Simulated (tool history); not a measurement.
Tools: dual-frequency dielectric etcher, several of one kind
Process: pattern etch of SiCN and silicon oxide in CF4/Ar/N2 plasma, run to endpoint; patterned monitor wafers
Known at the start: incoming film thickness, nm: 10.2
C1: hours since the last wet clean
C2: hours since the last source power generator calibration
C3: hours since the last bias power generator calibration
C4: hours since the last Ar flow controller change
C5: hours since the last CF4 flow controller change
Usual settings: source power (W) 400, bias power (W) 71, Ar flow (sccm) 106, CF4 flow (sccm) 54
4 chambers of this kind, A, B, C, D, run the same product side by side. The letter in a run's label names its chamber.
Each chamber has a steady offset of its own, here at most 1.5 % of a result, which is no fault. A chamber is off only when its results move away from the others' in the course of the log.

Run 1A, hour 4.1: usual settings; C1 210.2; C2 894.5; C3 778.1; C4 124.8; C5 1607.5. Result: endpoint time (s) 14.094.
Run 2D, hour 7.8: usual settings; C1 163.2; C2 908.2; C3 1295.4; C4 743.4; C5 1215.3. Result: endpoint time (s) 13.886.
Run 3C, hour 10.2: usual settings; C1 218.9; C2 1038.2; C3 3757; C4 3144.1; C5 955.9. Result: endpoint time (s) 13.923.
Run 4B, hour 14.8: usual settings; C1 29.9; C2 2568.3; C3 1032.3; C4 380.4; C5 1481.4. Result: endpoint time (s) 13.838.
Run 5A, hour 18.4: usual settings; C1 224.5; C2 908.8; C3 792.4; C4 139.1; C5 1621.8. Result: endpoint time (s) 14.103.
Run 6D, hour 22.9: usual settings; C1 178.3; C2 923.3; C3 1310.5; C4 758.5; C5 1230.4. Result: endpoint time (s) 13.801.
Run 7B, hour 26.5: usual settings; C1 41.6; C2 2580; C3 1044; C4 392.1; C5 1493.1. Result: endpoint time (s) 13.958.
Run 8C, hour 30.3: usual settings; C1 239; C2 1058.3; C3 3777.1; C4 3164.2; C5 976. Result: endpoint time (s) 14.086.
Run 9A, hour 33.5: usual settings but source power (W) 440; C1 239.6; C2 923.9; C3 807.5; C4 154.2; C5 1636.9. Result: endpoint time (s) 12.998.
Run 10B, hour 38.5: usual settings but source power (W) 440; C1 53.6; C2 2592; C3 1056; C4 404.1; C5 1505.1. Result: endpoint time (s) 12.65.
Run 11C, hour 43: usual settings but source power (W) 440; C1 251.7; C2 1071; C3 3789.8; C4 3176.9; C5 988.7. Result: endpoint time (s) 12.872.
Run 12D, hour 47.6: usual settings but source power (W) 440; C1 203; C2 948; C3 1335.2; C4 783.2; C5 1255.1. Result: endpoint time (s) 12.682.
Run 13C, hour 52.4: usual settings; C1 261.1; C2 1080.4; C3 3799.2; C4 3186.3; C5 998.1. Result: endpoint time (s) 13.789.
Run 14B, hour 55.3: usual settings but CF4 flow (sccm) 46; C1 70.4; C2 2608.8; C3 1072.8; C4 420.9; C5 1521.9. Result: endpoint time (s) 14.486.
Run 15D, hour 58.9: usual settings but CF4 flow (sccm) 46; C1 214.3; C2 959.3; C3 1346.5; C4 794.5; C5 1266.4. Result: endpoint time (s) 14.341.
Run 16A, hour 63.7: usual settings but CF4 flow (sccm) 46; C1 269.8; C2 954.1; C3 837.7; C4 184.4; C5 1667.1. Result: endpoint time (s) 14.264.
Run 17C, hour 66.9: usual settings but CF4 flow (sccm) 46; C1 275.6; C2 1094.9; C3 3813.7; C4 3200.8; C5 1012.6. Result: endpoint time (s) 14.102.
Run 18A, hour 69.6: usual settings; C1 275.7; C2 960; C3 843.6; C4 190.3; C5 1673. Result: endpoint time (s) 14.
Run 19B, hour 72.4: usual settings; C1 87.5; C2 2625.9; C3 1089.9; C4 438; C5 1539. Result: endpoint time (s) 13.978.
Run 20D, hour 77.4: usual settings; C1 232.8; C2 977.8; C3 1365; C4 813; C5 1284.9. Result: endpoint time (s) 13.982.
Run 21C, hour 80.9: usual settings; C1 289.6; C2 1108.9; C3 3827.7; C4 3214.8; C5 1026.6. Result: endpoint time (s) 13.725.
Run 22B, hour 84.5: usual settings; C1 99.6; C2 2638; C3 1102; C4 450.1; C5 1551.1. Result: endpoint time (s) 14.044.
Run 23A, hour 88.9: usual settings but source power (W) 440, bias power (W) 84; C1 295; C2 979.3; C3 862.9; C4 209.6; C5 1692.3. Result: endpoint time (s) 12.118.
Run 24D, hour 92: usual settings but source power (W) 440, bias power (W) 84; C1 247.4; C2 992.4; C3 1379.6; C4 827.6; C5 1299.5. Result: endpoint time (s) 12.083.
Run 25A, hour 94.7: usual settings but source power (W) 440, bias power (W) 84; C1 300.8; C2 985.1; C3 868.7; C4 215.4; C5 1698.1. Result: endpoint time (s) 12.125.
Run 26D, hour 99.3: usual settings but source power (W) 440, bias power (W) 84; C1 254.7; C2 999.7; C3 1386.9; C4 834.9; C5 1306.8. Result: endpoint time (s) 12.052.

Is one chamber off against the others, does the gauge drift, or is nothing wrong? If a chamber is off, say which, and what the likeliest cause is.

No chamber stands off beyond its own small offset, and the gauge holds steady.

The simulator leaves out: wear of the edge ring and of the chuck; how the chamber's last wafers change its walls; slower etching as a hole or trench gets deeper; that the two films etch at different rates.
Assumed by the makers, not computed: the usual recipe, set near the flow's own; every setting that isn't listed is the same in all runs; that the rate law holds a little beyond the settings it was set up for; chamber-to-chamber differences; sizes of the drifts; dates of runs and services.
